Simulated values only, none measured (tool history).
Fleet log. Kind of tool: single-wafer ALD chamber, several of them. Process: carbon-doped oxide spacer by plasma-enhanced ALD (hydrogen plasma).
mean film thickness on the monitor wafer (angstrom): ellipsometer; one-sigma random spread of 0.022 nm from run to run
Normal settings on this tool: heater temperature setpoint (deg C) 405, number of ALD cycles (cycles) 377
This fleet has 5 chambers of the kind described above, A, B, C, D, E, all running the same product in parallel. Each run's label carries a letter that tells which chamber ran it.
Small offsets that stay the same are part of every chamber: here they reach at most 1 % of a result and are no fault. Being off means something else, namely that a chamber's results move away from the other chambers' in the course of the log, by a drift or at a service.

run   hour  heater temperature setpoint (deg C)  number of ALD cycles (cycles)  hours since the last thermocouple change  read-back reference wafer on the same gauge, thickness_nm  mean film thickness on the monitor wafer (angstrom)
 1A   12.3                                  405                            377                                     825.1                                                     19.105                                               186.82
 2B   19.8                                  405                            377                                     591.4                                                     19.101                                               187.29
 3C   32.3                                  405                            377                                    1450.8                                                     19.111                                               185.68
 4E   42.6                                  405                            377                                    1127.9                                                     19.108                                               185.24
 5D   50.7                                  405                            377                                    1899.4                                                     19.109                                               186.85
 6B   61.9                                  405                            377                                     633.5                                                     19.115                                               187.04
 7A     69                                  405                            377                                     881.8                                                     19.114                                               186.98
 8C   74.9                                  405                            377                                    1493.4                                                     19.115                                               185.96
 9E   82.6                                  405                            377                                    1167.9                                                     19.119                                               184.99
10D   89.5                                  405                            377                                    1938.2                                                     19.123                                               187.16
11C     98                                  405                            377                                    1516.5                                                     19.123                                               185.42
12B  108.1                                  405                            449                                     679.7                                                     19.124                                               223.68
13E  118.1                                  405                            449                                    1203.4                                                     19.124                                                220.4
14D  131.3                                  405                            449                                      1980                                                      19.13                                               222.73
15A  140.1                                  405                            449                                     952.9                                                     19.132                                               222.42
16C  147.7                                  405                            449                                    1566.2                                                     19.131                                               221.22
17B  154.5                                  405                            377                                     726.1                                                     19.133                                               187.31
18E  164.3                                  405                            377                                    1249.6                                                      19.13                                               185.37
19D  174.1                                  405                            377                                    2022.8                                                     19.136                                               187.26
20A  179.9                                  405                            377                                     992.7                                                     19.135                                               187.15
21C  186.7                                  405                            377                                    1605.2                                                     19.135                                               185.86
22A  195.7                                  405                            377                                    1008.5                                                     19.142                                               187.12
23B  205.6                                  419                            341                                     777.2                                                     19.145                                               162.78
24E  214.1                                  419                            341                                    1299.4                                                     19.146                                               160.56
25D  223.9                                  419                            341                                    2072.6                                                      19.14                                               162.27
26E  236.7                                  419                            341                                      1322                                                     19.152                                               160.65
27A  248.2                                  419                            341                                      1061                                                     19.153                                               162.22
28B  258.7                                  405                            377                                     830.3                                                     19.156                                               187.63
29C    271                                  405                            377                                    1689.5                                                     19.152                                               186.34
30D  279.2                                  405                            377                                    2127.9                                                     19.153                                               187.28
31C  285.8                                  405                            377                                    1704.3                                                     19.165                                               186.36
32A  293.6                                  405                            377                                    1106.4                                                     19.163                                               187.24
33B  302.5                                  405                            377                                     874.1                                                     19.164                                               187.98
34D  310.7                                  405                            377                                    2159.4                                                     19.166                                               187.62
35E  320.6                                  405                            377                                    1405.9                                                     19.171                                               185.63
36D  332.2                                  414                            437                                    2180.9                                                     19.165                                               211.53
     333.6  -- chamber D: thermocouple changed; heater temperature recalibrated
37C  344.3                                  414                            437                                    1762.8                                                     19.177                                                209.9
38E  355.1                                  414                            437                                    1440.4                                                     19.175                                               209.19
39A  364.1                                  414                            437                                    1176.9                                                      19.18                                               211.78
40B  376.9                                  414                            437                                     948.5                                                     19.177                                               212.14
41A    387                                  405                            377                                    1199.8                                                     19.181                                               187.72
42D  399.2                                  405                            377                                      65.7                                                     19.185                                               187.89
43E  408.1                                  405                            377                                    1493.4                                                     19.189                                               185.88
44C  418.3                                  405                            377                                    1836.8                                                     19.186                                               186.45

Which is it: a chamber that has drifted or been left off by a service, a gauge drift common to all chambers, or only each chamber's usual small offset? If a chamber is off, name it and its likeliest cause.

No chamber is off; the gauge reading every chamber's wafers drifts, which makes the whole fleet appear to move together.
Most likely cause: gauge reads high (%) = 0.475.
